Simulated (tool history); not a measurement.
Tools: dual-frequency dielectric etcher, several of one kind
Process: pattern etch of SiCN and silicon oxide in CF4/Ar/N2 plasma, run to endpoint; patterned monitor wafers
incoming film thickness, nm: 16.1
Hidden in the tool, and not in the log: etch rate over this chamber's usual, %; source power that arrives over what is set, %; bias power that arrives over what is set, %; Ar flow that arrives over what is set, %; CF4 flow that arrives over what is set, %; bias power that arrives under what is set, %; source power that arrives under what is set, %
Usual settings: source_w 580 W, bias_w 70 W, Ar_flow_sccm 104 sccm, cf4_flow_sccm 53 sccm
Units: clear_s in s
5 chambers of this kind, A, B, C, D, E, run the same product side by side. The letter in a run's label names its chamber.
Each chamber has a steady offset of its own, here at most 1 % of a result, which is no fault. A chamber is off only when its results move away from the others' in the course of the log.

run,hour,source_w,bias_w,Ar_flow_sccm,cf4_flow_sccm,hours since the last wet clean,hours since the last source power generator calibration,hours since the last bias power generator calibration,hours since the last Ar flow controller change,hours since the last CF4 flow controller change,clear_s
1D,8.7,580,70,104,53,554.4,1379.2,1184.7,1458.4,675.4,15.833
2A,19.8,580,70,104,53,386.2,988.8,1401.5,2391.4,2844.1,15.886
3C,31.3,580,70,104,53,430.4,1980.6,894.4,3088.3,4855.7,15.810
# hour 35.6: chamber D: wet clean of the chamber
4E,40.1,580,70,104,53,254.1,3410.9,3123.1,86.8,1257.1,16.315
5B,52.0,580,70,104,53,412.6,1813.6,757.1,1258.3,1311.2,15.752
# hour 57.9: chamber C: wet clean of the chamber
6C,58.6,580,70,104,53,0.8,2007.9,921.7,3115.6,4883.0,16.062
7D,67.8,580,70,104,53,32.3,1438.3,1243.8,1517.5,734.5,15.850
# hour 71.7: chamber C: Ar flow controller replaced
8A,76.6,580,70,104,53,443.0,1045.6,1458.3,2448.2,2900.9,15.943
9E,88.2,580,70,115,64,302.2,3459.0,3171.2,134.9,1305.2,15.790
10B,97.0,580,70,115,64,457.6,1858.6,802.1,1303.3,1356.2,15.540
11C,110.1,580,70,115,64,52.3,2059.4,973.2,38.4,4934.5,15.859
12D,116.6,580,70,115,64,81.1,1487.1,1292.6,1566.3,783.3,15.632
13B,129.7,580,70,115,64,490.3,1891.3,834.8,1336.0,1388.9,15.662
14E,139.2,580,70,104,53,353.2,3510.0,3222.2,185.9,1356.2,15.956
# hour 150.7: chamber E: wet clean of the chamber
15A,151.0,580,70,104,53,517.4,1120.0,1532.7,2522.6,2975.3,15.572
# hour 162.1: chamber B: wet clean of the chamber
16D,164.1,580,60,104,53,128.6,1534.6,1340.1,1613.8,830.8,16.773
17A,176.0,580,60,104,53,542.4,1145.0,1557.7,2547.6,3000.3,16.374
18B,187.3,580,60,104,53,25.3,1948.9,892.4,1393.6,1446.5,16.701
19E,198.9,580,60,104,53,48.2,3569.7,3281.9,245.6,1415.9,16.875
20C,210.3,580,60,104,53,152.5,2159.6,1073.4,138.6,5034.7,16.784
21A,221.8,580,70,104,53,588.2,1190.8,1603.5,2593.4,3046.1,15.372
22D,229.9,580,70,104,53,194.4,1600.4,1405.9,1679.6,896.6,16.014
23B,237.2,510,70,104,53,75.2,1998.8,942.3,1443.5,1496.4,17.373
24E,250.1,510,70,104,53,99.4,3620.9,3333.1,296.8,1467.1,17.927
25C,256.8,510,70,104,53,199.0,2206.1,1119.9,185.1,5081.2,18.071
26E,264.6,510,70,104,53,113.9,3635.4,3347.6,311.3,1481.6,17.997
27D,275.7,510,70,104,53,240.2,1646.2,1451.7,1725.4,942.4,17.941
28B,284.3,580,70,104,53,122.3,2045.9,989.4,1490.6,1543.5,15.772
29C,297.9,580,70,104,53,240.1,2247.2,1161.0,226.2,5122.3,15.973
30A,311.5,580,70,104,53,677.9,1280.5,1693.2,2683.1,3135.8,14.909
31B,322.9,580,70,104,53,160.9,2084.5,1028.0,1529.2,1582.1,15.729

Is one chamber off against the others, does the gauge drift, or is nothing wrong? If a chamber is off, say which, and what the likeliest cause is.

Chamber A drifts away from the others.
Cause: etch rate over this chamber's usual, % = 5.46.
The log may not tell that from: source power that arrives over what is set, %.

Here are 4 candidates for chamber A's next run, each the usual settings with a change, their results left as question marks. Which one brings its results back in line with what the others give on the usual settings?
In line means no further than this from the other chambers' mean on the usual settings: clear_s 0.360 s
32A-1,332.8,570,69,104,53,,,,,,?
32A-2,332.8,580,61,110,50,,,,,,?
32A-3,332.8,590,70,104,53,,,,,,?
32A-4,332.8,620,70,103,54,,,,,,?

The other chambers' mean on the usual settings: clear_s 15.940 s
run,clear_s
32A-1,15.384
32A-2,16.137
32A-3,14.856
32A-4,14.163
32A-2 brings the chamber back in line.
